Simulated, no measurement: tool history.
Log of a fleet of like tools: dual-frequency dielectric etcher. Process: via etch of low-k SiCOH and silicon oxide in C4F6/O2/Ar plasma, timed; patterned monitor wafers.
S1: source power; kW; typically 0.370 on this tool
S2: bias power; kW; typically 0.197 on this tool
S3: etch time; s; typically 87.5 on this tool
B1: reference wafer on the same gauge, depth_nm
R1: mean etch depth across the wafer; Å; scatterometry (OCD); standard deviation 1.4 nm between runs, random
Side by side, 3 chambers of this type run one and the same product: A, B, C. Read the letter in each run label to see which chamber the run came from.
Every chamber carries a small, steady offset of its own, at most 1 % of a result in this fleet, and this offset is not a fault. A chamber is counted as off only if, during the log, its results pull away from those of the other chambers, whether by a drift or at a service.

{"run": "1C", "hour": 5.8, "S1": 0.37, "S2": 0.197, "S3": 87.5, "B1": 257.74, "R1": 2469.6}
{"run": "2A", "hour": 17.3, "S1": 0.37, "S2": 0.197, "S3": 87.5, "B1": 257.86, "R1": 2461.7}
{"run": "3B", "hour": 27.9, "S1": 0.37, "S2": 0.197, "S3": 87.5, "B1": 258.0, "R1": 2437.2}
{"run": "4C", "hour": 40.1, "S1": 0.37, "S2": 0.197, "S3": 87.5, "B1": 257.92, "R1": 2440.6}
{"run": "5B", "hour": 49.6, "S1": 0.37, "S2": 0.197, "S3": 87.5, "B1": 257.67, "R1": 2416.6}
{"run": "6A", "hour": 58.7, "S1": 0.37, "S2": 0.197, "S3": 87.5, "B1": 258.13, "R1": 2441.4}
{"run": "7C", "hour": 70.6, "S1": 0.37, "S2": 0.197, "S3": 87.5, "B1": 258.22, "R1": 2467.1}
{"run": "8B", "hour": 78.6, "S1": 0.37, "S2": 0.197, "S3": 87.5, "B1": 257.94, "R1": 2434.9}
{"run": "9A", "hour": 88.5, "S1": 0.37, "S2": 0.197, "S3": 87.5, "B1": 257.86, "R1": 2444.4}
{"hour": 90.9, "done": "chamber A: wet clean of the chamber"}
{"run": "10A", "hour": 94.8, "S1": 0.37, "S2": 0.197, "S3": 87.5, "B1": 258.05, "R1": 2458.3}
{"run": "11B", "hour": 103.8, "S1": 0.37, "S2": 0.197, "S3": 87.5, "B1": 257.95, "R1": 2400.7}
{"run": "12C", "hour": 114.8, "S1": 0.37, "S2": 0.197, "S3": 87.5, "B1": 257.91, "R1": 2453.8}
{"run": "13A", "hour": 120.1, "S1": 0.37, "S2": 0.197, "S3": 87.5, "B1": 257.77, "R1": 2462.2}
{"run": "14B", "hour": 127.0, "S1": 0.37, "S2": 0.197, "S3": 87.5, "B1": 257.89, "R1": 2417.0}
{"run": "15C", "hour": 133.5, "S1": 0.37, "S2": 0.197, "S3": 87.5, "B1": 258.37, "R1": 2439.2}
{"run": "16B", "hour": 141.2, "S1": 0.43, "S2": 0.197, "S3": 69.5, "B1": 257.91, "R1": 2030.7}
{"run": "17C", "hour": 152.8, "S1": 0.43, "S2": 0.197, "S3": 69.5, "B1": 258.16, "R1": 2088.9}
{"run": "18A", "hour": 158.5, "S1": 0.43, "S2": 0.197, "S3": 69.5, "B1": 258.07, "R1": 2079.7}
{"run": "19B", "hour": 164.3, "S1": 0.37, "S2": 0.197, "S3": 87.5, "B1": 257.78, "R1": 2415.1}
{"run": "20C", "hour": 175.1, "S1": 0.37, "S2": 0.197, "S3": 87.5, "B1": 257.68, "R1": 2440.5}
{"run": "21A", "hour": 183.8, "S1": 0.37, "S2": 0.197, "S3": 87.5, "B1": 258.26, "R1": 2473.4}

Next, every chamber runs the same settings. What will each give?
{"run": "22A", "hour": 192.5, "S1": 0.37, "S2": 0.197, "S3": 87.5, "R1": "?"}
{"run": "22B", "hour": 192.5, "S1": 0.37, "S2": 0.197, "S3": 87.5, "R1": "?"}
{"run": "22C", "hour": 192.5, "S1": 0.37, "S2": 0.197, "S3": 87.5, "R1": "?"}

run=22A R1=2461.3
run=22B R1=2413.7
run=22C R1=2461.9
